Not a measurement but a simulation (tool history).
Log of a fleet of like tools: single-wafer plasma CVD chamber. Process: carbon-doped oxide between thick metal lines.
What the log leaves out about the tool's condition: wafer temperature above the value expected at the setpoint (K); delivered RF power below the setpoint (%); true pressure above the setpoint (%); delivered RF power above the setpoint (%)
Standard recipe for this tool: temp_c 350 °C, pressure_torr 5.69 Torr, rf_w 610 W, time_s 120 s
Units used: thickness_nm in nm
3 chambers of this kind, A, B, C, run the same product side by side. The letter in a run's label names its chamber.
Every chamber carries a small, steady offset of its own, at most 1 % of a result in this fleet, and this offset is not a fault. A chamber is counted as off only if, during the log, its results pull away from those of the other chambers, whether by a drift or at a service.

| run | day | temp_c | pressure_torr | rf_w | time_s | hours since the last thermocouple change | hours since the last RF generator calibration | hours since the last manometer calibration | read-back reference wafer on the same gauge, thickness_nm | thickness_nm |
|---|---|---|---|---|---|---|---|---|---|---|
| 1B | 0.183 | 350 | 5.69 | 610 | 120 | 412.8 | 2054.7 | 722.6 | 829.00 | 693.27 |
| 2A | 0.442 | 350 | 5.69 | 610 | 120 | 920.9 | 327.0 | 2385.4 | 828.15 | 696.59 |
| 3C | 0.558 | 350 | 5.69 | 610 | 120 | 1957.6 | 1949.1 | 148.5 | 828.12 | 688.27 |
| 4C | 0.800 | 350 | 5.69 | 610 | 120 | 1963.4 | 1954.9 | 154.3 | 827.73 | 688.94 |
| 5B | 0.962 | 350 | 5.69 | 610 | 120 | 431.5 | 2073.4 | 741.3 | 827.95 | 689.97 |
| 6A | 1.208 | 350 | 5.69 | 610 | 120 | 939.3 | 345.4 | 2403.8 | 827.69 | 692.38 |
| 7A | 1.462 | 350 | 5.69 | 610 | 120 | 945.4 | 351.5 | 2409.9 | 827.88 | 702.91 |
| 8B | 1.592 | 350 | 5.69 | 610 | 120 | 446.6 | 2088.5 | 756.4 | 827.80 | 692.55 |
| 9C | 1.850 | 350 | 5.69 | 610 | 120 | 1988.6 | 1980.1 | 179.5 | 828.33 | 687.22 |
| 10C | 1.983 | 350 | 5.69 | 610 | 120 | 1991.8 | 1983.3 | 182.7 | 828.36 | 685.02 |
| 11A | 2.158 | 350 | 5.69 | 610 | 120 | 962.1 | 368.2 | 2426.6 | 827.14 | 699.32 |
| 12B | 2.292 | 350 | 5.69 | 610 | 111 | 463.4 | 2105.3 | 773.2 | 827.95 | 631.89 |
| 13C | 2.404 | 350 | 5.69 | 610 | 111 | 2001.9 | 1993.4 | 192.8 | 827.61 | 633.51 |
| 14B | 2.542 | 350 | 5.69 | 610 | 111 | 469.4 | 2111.3 | 779.2 | 828.66 | 640.20 |
| 15A | 2.692 | 350 | 5.69 | 610 | 120 | 974.9 | 381.0 | 2439.4 | 828.29 | 693.36 |
| 16C | 2.850 | 350 | 5.69 | 610 | 120 | 2012.6 | 2004.1 | 203.5 | 826.36 | 686.20 |
| 17B | 2.996 | 350 | 5.69 | 610 | 120 | 480.3 | 2122.2 | 790.1 | 828.02 | 687.61 |
| 18A | 3.183 | 350 | 5.69 | 610 | 120 | 986.7 | 392.8 | 2451.2 | 828.02 | 690.07 |
| 19B | 3.412 | 350 | 5.69 | 610 | 120 | 490.3 | 2132.2 | 800.1 | 827.14 | 688.21 |
| 20A | 3.596 | 350 | 5.69 | 610 | 120 | 996.6 | 402.7 | 2461.1 | 827.14 | 700.65 |
| 21C | 3.817 | 350 | 5.69 | 610 | 120 | 2035.8 | 2027.3 | 226.7 | 827.46 | 686.92 |
| 22A | 4.004 | 350 | 5.69 | 610 | 120 | 1006.4 | 412.5 | 2470.9 | 828.02 | 692.32 |
| 23B | 4.246 | 350 | 5.69 | 610 | 120 | 510.3 | 2152.2 | 820.1 | 827.38 | 695.06 |
| 24C | 4.400 | 350 | 5.69 | 610 | 120 | 2049.8 | 2041.3 | 240.7 | 828.82 | 686.22 |
| 25C | 4.658 | 350 | 5.69 | 610 | 120 | 2056.0 | 2047.5 | 246.9 | 828.32 | 688.47 |
| 26A | 4.796 | 350 | 5.69 | 610 | 120 | 1025.4 | 431.5 | 2489.9 | 828.13 | 702.68 |
| 27B | 4.942 | 350 | 5.69 | 610 | 120 | 527.0 | 2168.9 | 836.8 | 828.09 | 690.99 |
| 28C | 5.188 | 350 | 5.69 | 610 | 120 | 2068.7 | 2060.2 | 259.6 | 828.15 | 693.92 |
| 29B | 5.442 | 350 | 5.69 | 610 | 120 | 539.0 | 2180.9 | 848.8 | 827.97 | 693.44 |
| 30A | 5.567 | 350 | 5.69 | 610 | 120 | 1043.9 | 450.0 | 2508.4 | 829.53 | 698.60 |
| 31C | 5.804 | 350 | 5.69 | 610 | 120 | 2083.5 | 2075.0 | 274.4 | 829.31 | 688.54 |
| 32B | 6.000 | 350 | 5.69 | 610 | 120 | 552.4 | 2194.3 | 862.2 | 827.59 | 694.07 |
| 33A | 6.188 | 350 | 5.69 | 610 | 120 | 1058.8 | 464.9 | 2523.3 | 828.64 | 696.02 |
| 34C | 6.412 | 350 | 5.69 | 610 | 120 | 2098.1 | 2089.6 | 289.0 | 828.15 | 688.79 |
| 35B | 6.604 | 350 | 5.69 | 610 | 120 | 566.9 | 2208.8 | 876.7 | 827.26 | 689.58 |
| 36A | 6.792 | 350 | 5.69 | 610 | 120 | 1073.3 | 479.4 | 2537.8 | 827.49 | 699.18 |

The same settings go to every chamber for the next run, one line per chamber below. Forecast the results for each:
| 37A | 6.979 | 350 | 5.69 | 610 | 104 |  |  |  |  | ? |
| 37B | 6.979 | 350 | 5.69 | 610 | 104 |  |  |  |  | ? |
| 37C | 6.979 | 350 | 5.69 | 610 | 104 |  |  |  |  | ? |

| run | thickness_nm |
|---|---|
| 37A | 603.07 |
| 37B | 600.68 |
| 37C | 602.36 |
